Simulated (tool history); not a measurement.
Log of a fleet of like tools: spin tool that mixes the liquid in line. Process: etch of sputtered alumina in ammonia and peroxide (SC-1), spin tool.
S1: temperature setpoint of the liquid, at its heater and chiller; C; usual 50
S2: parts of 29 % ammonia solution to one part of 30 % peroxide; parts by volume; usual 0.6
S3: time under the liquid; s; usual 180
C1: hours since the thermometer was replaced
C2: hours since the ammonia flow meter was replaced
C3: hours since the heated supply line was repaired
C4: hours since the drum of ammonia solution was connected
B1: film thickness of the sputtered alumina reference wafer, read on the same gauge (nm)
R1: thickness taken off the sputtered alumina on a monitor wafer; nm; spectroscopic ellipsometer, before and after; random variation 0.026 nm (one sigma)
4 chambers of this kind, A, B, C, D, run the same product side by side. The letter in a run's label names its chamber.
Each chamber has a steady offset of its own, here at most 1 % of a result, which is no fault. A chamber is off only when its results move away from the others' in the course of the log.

run,hour,S1,S2,S3,C1,C2,C3,C4,B1,R1
1D,4.3,50,0.6,180,523.9,1274,756.4,922.7,100.01,8.6584
# hour 5.7: chamber B: new drum of ammonia solution connected
2B,11.3,50,0.6,180,1803.7,758.4,3898.5,5.6,100.01,8.7256
3C,16.5,50,0.6,180,716.3,27.8,634.2,103.3,100.05,8.6139
# hour 20.2: chamber B: thermometer replaced
4A,23.1,50,0.6,180,294.1,2034.2,54.9,71.8,100.02,8.6687
5A,28.2,50,0.8,90,299.2,2039.3,60,76.9,100,4.4417
6D,32.1,50,0.8,90,551.7,1301.8,784.2,950.5,99.982,4.4454
7B,35.2,50,0.8,90,15,782.3,3922.4,29.5,100.01,4.4764
8C,40.6,50,0.8,90,740.4,51.9,658.3,127.4,99.94,4.4359
9A,44.6,50,0.6,250,315.6,2055.7,76.4,93.3,99.999,11.994
10C,48.5,50,0.6,250,748.3,59.8,666.2,135.3,100,11.952
11B,54,50,0.6,250,33.8,801.1,3941.2,48.3,100.04,12.078
12D,58.3,50,0.6,250,577.9,1328,810.4,976.7,99.981,12.052
13C,62.9,50,0.6,180,762.7,74.2,680.6,149.7,100,8.6445
# hour 63.6: chamber D: ammonia flow meter replaced
# hour 66.3: chamber D: new drum of ammonia solution connected
14A,69.1,50,0.6,180,340.1,2080.2,100.9,117.8,99.977,8.609
15D,74.1,50,0.6,180,593.7,10.6,826.2,7.9,99.977,8.6667
16B,77.3,50,0.85,85,57.1,824.4,3964.5,71.6,99.976,4.2607
17D,83.3,50,0.85,85,602.9,19.8,835.4,17.1,100.01,4.1974
18C,89.5,50,0.85,85,789.3,100.8,707.2,176.3,100.02,4.2074
19B,95,50,0.85,85,74.8,842.1,3982.2,89.3,99.991,4.254
20A,99.2,50,0.6,180,370.2,2110.3,131,147.9,99.992,8.6337
21C,103.2,50,0.6,180,803,114.5,720.9,190,100.01,8.6824
22A,108.9,50,0.6,180,379.9,2120,140.7,157.6,99.965,8.6042
23D,115.1,50,0.6,180,634.7,51.6,867.2,48.9,100.03,8.5108
24B,119.1,50,0.6,180,98.9,866.2,4006.3,113.4,99.997,8.7368
25C,122.3,50,0.6,180,822.1,133.6,740,209.1,99.964,8.6666
26A,127.4,50,0.6,180,398.4,2138.5,159.2,176.1,100.01,8.6421

All 4 chambers run these settings next. Forecast each chamber's results:
27A,132.4,50,0.6,245,,,,,,?
27B,132.4,50,0.6,245,,,,,,?
27C,132.4,50,0.6,245,,,,,,?
27D,132.4,50,0.6,245,,,,,,?

run,R1
27A,11.785
27B,11.797
27C,11.793
27D,11.502
